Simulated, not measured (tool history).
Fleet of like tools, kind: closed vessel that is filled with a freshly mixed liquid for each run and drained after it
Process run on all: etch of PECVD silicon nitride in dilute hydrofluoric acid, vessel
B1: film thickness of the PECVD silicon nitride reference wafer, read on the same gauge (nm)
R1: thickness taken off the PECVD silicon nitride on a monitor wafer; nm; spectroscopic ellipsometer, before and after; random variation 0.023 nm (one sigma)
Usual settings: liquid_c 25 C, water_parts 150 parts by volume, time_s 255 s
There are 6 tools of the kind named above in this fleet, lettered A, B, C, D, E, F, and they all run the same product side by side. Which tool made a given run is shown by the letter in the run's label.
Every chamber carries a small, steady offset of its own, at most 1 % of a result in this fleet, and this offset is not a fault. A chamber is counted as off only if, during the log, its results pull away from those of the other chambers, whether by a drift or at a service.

Run 1B, hour 5.1: usual settings; B1 59.986. Result: R1 5.4033 nm.
Run 2A, hour 7.7: usual settings; B1 60.003. Result: R1 5.3633 nm.
Run 3E, hour 10.3: usual settings; B1 60.010. Result: R1 5.4001 nm.
Run 4D, hour 13.9: usual settings; B1 59.978. Result: R1 5.4302 nm.
Run 5C, hour 19.0: usual settings; B1 59.982. Result: R1 5.4369 nm.
Run 6F, hour 22.9: usual settings; B1 59.990. Result: R1 5.3992 nm.
Run 7F, hour 26.5: usual settings; B1 60.033. Result: R1 5.3489 nm.
Run 8E, hour 29.6: usual settings; B1 59.989. Result: R1 5.4630 nm.
Run 9D, hour 35.3: usual settings but time_s 120 s; B1 59.989. Result: R1 2.5591 nm.
Run 10C, hour 38.7: usual settings but time_s 120 s; B1 60.016. Result: R1 2.5564 nm.
Run 11B, hour 43.5: usual settings but time_s 120 s; B1 60.009. Result: R1 2.5291 nm.
Run 12A, hour 46.5: usual settings but time_s 120 s; B1 60.001. Result: R1 2.5261 nm.
Run 13F, hour 49.8: usual settings but time_s 120 s; B1 60.010. Result: R1 2.5535 nm.
Run 14E, hour 54.1: usual settings but time_s 120 s; B1 59.990. Result: R1 2.5756 nm.
Run 15D, hour 59.2: usual settings; B1 59.989. Result: R1 5.3832 nm.
Run 16A, hour 64.6: usual settings; B1 60.015. Result: R1 5.3664 nm.
Run 17B, hour 69.8: usual settings; B1 60.017. Result: R1 5.4424 nm.
Run 18C, hour 73.3: usual settings; B1 59.988. Result: R1 5.4221 nm.
Run 19F, hour 78.8: usual settings; B1 59.991. Result: R1 5.3700 nm.
Run 20E, hour 81.6: usual settings but water_parts 180 parts by volume; B1 60.005. Result: R1 4.4912 nm.
Run 21C, hour 86.1: usual settings but water_parts 180 parts by volume; B1 59.992. Result: R1 4.5393 nm.
Run 22D, hour 91.4: usual settings but water_parts 180 parts by volume; B1 60.030. Result: R1 4.4760 nm.
Run 23B, hour 96.7: usual settings but water_parts 180 parts by volume; B1 60.019. Result: R1 4.4878 nm.
Run 24A, hour 100.7: usual settings but water_parts 180 parts by volume; B1 59.996. Result: R1 4.4501 nm.
Run 25A, hour 103.5: usual settings but water_parts 180 parts by volume; B1 60.003. Result: R1 4.4749 nm.
Run 26F, hour 107.1: usual settings; B1 60.002. Result: R1 5.3634 nm.
Run 27B, hour 109.9: usual settings; B1 60.025. Result: R1 5.4263 nm.
Run 28D, hour 112.5: usual settings; B1 60.000. Result: R1 5.4098 nm.
Run 29C, hour 116.8: usual settings; B1 60.013. Result: R1 5.4484 nm.
At hour 121.1: chamber D: hydrofluoric acid flow meter replaced.
Run 30E, hour 121.4: usual settings but water_parts 190 parts by volume, time_s 160 s; B1 60.017. Result: R1 2.6800 nm.
Run 31B, hour 125.3: usual settings but water_parts 190 parts by volume, time_s 160 s; B1 59.993. Result: R1 2.6953 nm.
Run 32C, hour 130.1: usual settings but water_parts 190 parts by volume, time_s 160 s; B1 59.985. Result: R1 2.7011 nm.
Run 33D, hour 133.5: usual settings but water_parts 190 parts by volume, time_s 160 s; B1 60.035. Result: R1 2.7000 nm.
Run 34A, hour 138.6: usual settings but water_parts 190 parts by volume, time_s 160 s; B1 59.965. Result: R1 2.6536 nm.
Run 35E, hour 144.1: usual settings but water_parts 190 parts by volume, time_s 160 s; B1 59.994. Result: R1 2.6945 nm.
Run 36F, hour 149.9: usual settings but liquid_c 22 C, water_parts 85 parts by volume; B1 59.982. Result: R1 7.8116 nm.
Run 37A, hour 154.9: usual settings but liquid_c 22 C, water_parts 85 parts by volume; B1 60.032. Result: R1 7.8141 nm.
Run 38D, hour 159.7: usual settings but liquid_c 22 C, water_parts 85 parts by volume; B1 59.999. Result: R1 7.8207 nm.
Run 39B, hour 164.2: usual settings but liquid_c 22 C, water_parts 85 parts by volume; B1 60.012. Result: R1 7.8704 nm.
Run 40C, hour 167.2: usual settings but liquid_c 22 C, water_parts 85 parts by volume; B1 59.990. Result: R1 7.7958 nm.
Run 41F, hour 171.9: usual settings but liquid_c 22 C, water_parts 85 parts by volume; B1 60.028. Result: R1 7.7247 nm.
Run 42E, hour 174.6: usual settings; B1 59.999. Result: R1 5.4054 nm.

The same settings go to every chamber for the next run, one line per chamber below. Forecast the results for each:
Run 43A, hour 178.7: usual settings but water_parts 105 parts by volume. Result: R1 ?.
Run 43B, hour 178.7: usual settings but water_parts 105 parts by volume. Result: R1 ?.
Run 43C, hour 178.7: usual settings but water_parts 105 parts by volume. Result: R1 ?.
Run 43D, hour 178.7: usual settings but water_parts 105 parts by volume. Result: R1 ?.
Run 43E, hour 178.7: usual settings but water_parts 105 parts by volume. Result: R1 ?.
Run 43F, hour 178.7: usual settings but water_parts 105 parts by volume. Result: R1 ?.

run      R1
43A  7.7313
43B  7.7767
43C  7.7845
43D  7.7738
43E  7.8152
43F  7.7294
